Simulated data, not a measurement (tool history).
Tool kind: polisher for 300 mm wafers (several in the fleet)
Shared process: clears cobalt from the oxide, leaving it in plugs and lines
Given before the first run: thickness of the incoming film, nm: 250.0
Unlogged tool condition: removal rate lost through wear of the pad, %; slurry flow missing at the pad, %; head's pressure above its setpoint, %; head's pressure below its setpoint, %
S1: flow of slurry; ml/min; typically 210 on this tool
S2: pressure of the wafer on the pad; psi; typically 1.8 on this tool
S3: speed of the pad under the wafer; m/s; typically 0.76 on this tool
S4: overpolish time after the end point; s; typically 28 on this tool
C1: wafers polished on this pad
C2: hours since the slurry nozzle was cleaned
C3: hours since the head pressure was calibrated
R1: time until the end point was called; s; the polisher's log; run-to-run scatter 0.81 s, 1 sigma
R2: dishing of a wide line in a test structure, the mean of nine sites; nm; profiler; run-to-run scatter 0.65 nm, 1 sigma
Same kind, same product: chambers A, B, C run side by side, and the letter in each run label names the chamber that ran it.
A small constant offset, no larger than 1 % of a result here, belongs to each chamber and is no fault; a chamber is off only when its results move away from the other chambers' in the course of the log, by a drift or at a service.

{"run": "1C", "day": 0.421, "S1": 210, "S2": 1.8, "S3": 0.76, "S4": 28, "C1": 649, "C2": 129.6, "C3": 654.3, "R1": 90.025, "R2": 44.457}
{"day": 0.608, "done": "chamber A: worn pad replaced by a new one"}
{"run": "2A", "day": 1.054, "S1": 210, "S2": 1.8, "S3": 0.76, "S4": 28, "C1": 86, "C2": 193.9, "C3": 348.5, "R1": 90.966, "R2": 44.423}
{"run": "3B", "day": 1.542, "S1": 210, "S2": 1.8, "S3": 0.76, "S4": 28, "C1": 372, "C2": 407.6, "C3": 563.6, "R1": 87.62, "R2": 45.122}
{"day": 1.938, "done": "chamber C: worn pad replaced by a new one"}
{"run": "4B", "day": 2.192, "S1": 210, "S2": 1.8, "S3": 0.76, "S4": 28, "C1": 497, "C2": 423.2, "C3": 579.2, "R1": 86.595, "R2": 43.528}
{"run": "5A", "day": 2.6, "S1": 210, "S2": 1.8, "S3": 0.76, "S4": 28, "C1": 383, "C2": 231.0, "C3": 385.6, "R1": 89.432, "R2": 43.658}
{"run": "6C", "day": 3.267, "S1": 210, "S2": 1.8, "S3": 0.76, "S4": 28, "C1": 255, "C2": 197.9, "C3": 722.6, "R1": 89.44, "R2": 43.15}
{"day": 3.529, "done": "chamber B: worn pad replaced by a new one"}
{"run": "7A", "day": 3.671, "S1": 210, "S2": 2.1, "S3": 0.76, "S4": 28, "C1": 589, "C2": 256.7, "C3": 411.3, "R1": 76.026, "R2": 46.43}
{"run": "8B", "day": 4.238, "S1": 210, "S2": 2.1, "S3": 0.76, "S4": 28, "C1": 136, "C2": 472.3, "C3": 628.3, "R1": 74.635, "R2": 45.767}
{"run": "9C", "day": 4.733, "S1": 210, "S2": 2.1, "S3": 0.76, "S4": 28, "C1": 537, "C2": 233.1, "C3": 757.8, "R1": 76.78, "R2": 47.463}
{"run": "10B", "day": 5.329, "S1": 210, "S2": 1.8, "S3": 0.76, "S4": 28, "C1": 346, "C2": 498.5, "C3": 654.5, "R1": 87.48, "R2": 43.638}
{"run": "11A", "day": 5.775, "S1": 210, "S2": 1.8, "S3": 0.76, "S4": 28, "C1": 993, "C2": 307.2, "C3": 461.8, "R1": 90.533, "R2": 43.292}
{"run": "12C", "day": 6.162, "S1": 210, "S2": 1.8, "S3": 0.76, "S4": 28, "C1": 812, "C2": 267.4, "C3": 792.1, "R1": 87.163, "R2": 43.885}
{"day": 6.217, "done": "chamber C: worn pad replaced by a new one"}
{"run": "13B", "day": 6.596, "S1": 210, "S2": 1.8, "S3": 0.76, "S4": 28, "C1": 589, "C2": 528.9, "C3": 684.9, "R1": 86.537, "R2": 43.568}
{"day": 6.725, "done": "chamber A: worn pad replaced by a new one"}
{"run": "14A", "day": 7.038, "S1": 210, "S2": 1.8, "S3": 0.76, "S4": 28, "C1": 60, "C2": 337.5, "C3": 492.1, "R1": 89.788, "R2": 43.51}
{"day": 7.129, "done": "chamber B: head pressure recalibrated"}
{"run": "15C", "day": 7.333, "S1": 210, "S2": 1.6, "S3": 0.76, "S4": 28, "C1": 214, "C2": 295.5, "C3": 820.2, "R1": 99.684, "R2": 41.468}
{"run": "16B", "day": 7.638, "S1": 210, "S2": 1.6, "S3": 0.76, "S4": 28, "C1": 790, "C2": 553.9, "C3": 12.2, "R1": 108.02, "R2": 39.355}
{"day": 7.775, "done": "chamber B: worn pad replaced by a new one"}
{"day": 8.033, "done": "chamber A: slurry nozzle cleaned"}
{"run": "17A", "day": 8.038, "S1": 210, "S2": 1.6, "S3": 0.76, "S4": 28, "C1": 252, "C2": 0.1, "C3": 516.1, "R1": 99.894, "R2": 42.431}
{"run": "18C", "day": 8.425, "S1": 210, "S2": 1.8, "S3": 0.76, "S4": 28, "C1": 424, "C2": 321.7, "C3": 846.4, "R1": 89.472, "R2": 43.522}
{"run": "19B", "day": 8.829, "S1": 210, "S2": 1.8, "S3": 0.76, "S4": 28, "C1": 203, "C2": 582.5, "C3": 40.8, "R1": 96.684, "R2": 42.374}
{"run": "20A", "day": 9.471, "S1": 265, "S2": 1.8, "S3": 0.76, "S4": 28, "C1": 527, "C2": 34.5, "C3": 550.5, "R1": 87.032, "R2": 43.436}
{"run": "21C", "day": 9.842, "S1": 265, "S2": 1.8, "S3": 0.76, "S4": 28, "C1": 697, "C2": 355.7, "C3": 880.4, "R1": 85.09, "R2": 44.498}
{"day": 10.233, "done": "chamber C: slurry nozzle cleaned"}
{"day": 10.267, "done": "chamber C: worn pad replaced by a new one"}
{"run": "22B", "day": 10.492, "S1": 265, "S2": 1.8, "S3": 0.76, "S4": 28, "C1": 522, "C2": 622.4, "C3": 80.7, "R1": 93.573, "R2": 42.256}
{"run": "23C", "day": 10.846, "S1": 210, "S2": 1.8, "S3": 0.76, "S4": 28, "C1": 112, "C2": 14.8, "C3": 904.5, "R1": 88.035, "R2": 44.794}
{"run": "24A", "day": 11.496, "S1": 210, "S2": 1.8, "S3": 0.76, "S4": 28, "C1": 917, "C2": 83.1, "C3": 599.1, "R1": 87.755, "R2": 44.32}
{"day": 11.85, "done": "chamber B: worn pad replaced by a new one"}
{"run": "25C", "day": 11.908, "S1": 210, "S2": 1.8, "S3": 0.76, "S4": 28, "C1": 316, "C2": 40.3, "C3": 930.0, "R1": 89.936, "R2": 43.87}
{"run": "26B", "day": 12.246, "S1": 210, "S2": 1.8, "S3": 0.76, "S4": 28, "C1": 76, "C2": 664.5, "C3": 122.8, "R1": 95.613, "R2": 43.822}
{"run": "27A", "day": 12.558, "S1": 210, "S2": 1.8, "S3": 0.76, "S4": 28, "C1": 1121, "C2": 108.6, "C3": 624.6, "R1": 88.629, "R2": 43.367}
{"run": "28C", "day": 13.017, "S1": 210, "S2": 1.8, "S3": 0.76, "S4": 28, "C1": 529, "C2": 66.9, "C3": 956.6, "R1": 89.348, "R2": 43.75}
{"day": 13.342, "done": "chamber B: slurry nozzle cleaned"}
{"day": 13.371, "done": "chamber A: worn pad replaced by a new one"}
{"run": "29B", "day": 13.471, "S1": 210, "S2": 1.8, "S3": 0.76, "S4": 28, "C1": 312, "C2": 3.2, "C3": 152.2, "R1": 95.445, "R2": 42.303}
{"run": "30A", "day": 14.046, "S1": 280, "S2": 1.8, "S3": 0.66, "S4": 28, "C1": 130, "C2": 144.3, "C3": 660.3, "R1": 98.851, "R2": 41.92}
{"run": "31A", "day": 14.7, "S1": 280, "S2": 1.8, "S3": 0.66, "S4": 28, "C1": 256, "C2": 160.0, "C3": 676.0, "R1": 97.938, "R2": 41.256}
{"day": 14.758, "done": "chamber C: worn pad replaced by a new one"}
{"run": "32C", "day": 15.283, "S1": 280, "S2": 1.8, "S3": 0.66, "S4": 28, "C1": 101, "C2": 121.3, "C3": 1011.0, "R1": 98.997, "R2": 42.355}
{"run": "33B", "day": 15.829, "S1": 210, "S2": 1.8, "S3": 0.76, "S4": 28, "C1": 765, "C2": 59.8, "C3": 208.8, "R1": 95.094, "R2": 42.838}
{"run": "34C", "day": 16.217, "S1": 210, "S2": 1.8, "S3": 0.76, "S4": 28, "C1": 280, "C2": 143.7, "C3": 1033.4, "R1": 89.511, "R2": 44.054}
{"day": 16.279, "done": "chamber C: head pressure recalibrated"}
{"run": "35B", "day": 16.571, "S1": 210, "S2": 1.8, "S3": 0.76, "S4": 28, "C1": 908, "C2": 77.6, "C3": 226.6, "R1": 95.29, "R2": 41.569}
{"day": 16.6, "done": "chamber B: worn pad replaced by a new one"}
{"run": "36A", "day": 17.154, "S1": 210, "S2": 1.8, "S3": 0.76, "S4": 28, "C1": 727, "C2": 218.9, "C3": 734.9, "R1": 89.538, "R2": 42.794}
{"run": "37C", "day": 17.575, "S1": 210, "S2": 1.8, "S3": 0.76, "S4": 28, "C1": 541, "C2": 176.3, "C3": 31.1, "R1": 88.383, "R2": 43.25}
{"run": "38B", "day": 18.088, "S1": 210, "S2": 1.8, "S3": 0.76, "S4": 28, "C1": 286, "C2": 114.0, "C3": 263.0, "R1": 96.539, "R2": 42.87}

The same settings go to every chamber for the next run, one line per chamber below. Forecast the results for each:
{"run": "39A", "day": 18.571, "S1": 210, "S2": 1.8, "S3": 0.76, "S4": 28, "R1": "?", "R2": "?"}
{"run": "39B", "day": 18.571, "S1": 210, "S2": 1.8, "S3": 0.76, "S4": 28, "R1": "?", "R2": "?"}
{"run": "39C", "day": 18.571, "S1": 210, "S2": 1.8, "S3": 0.76, "S4": 28, "R1": "?", "R2": "?"}

run=39A R1=89.201 R2=43.949
run=39B R1=97.355 R2=43.256
run=39C R1=88.384 R2=44.205
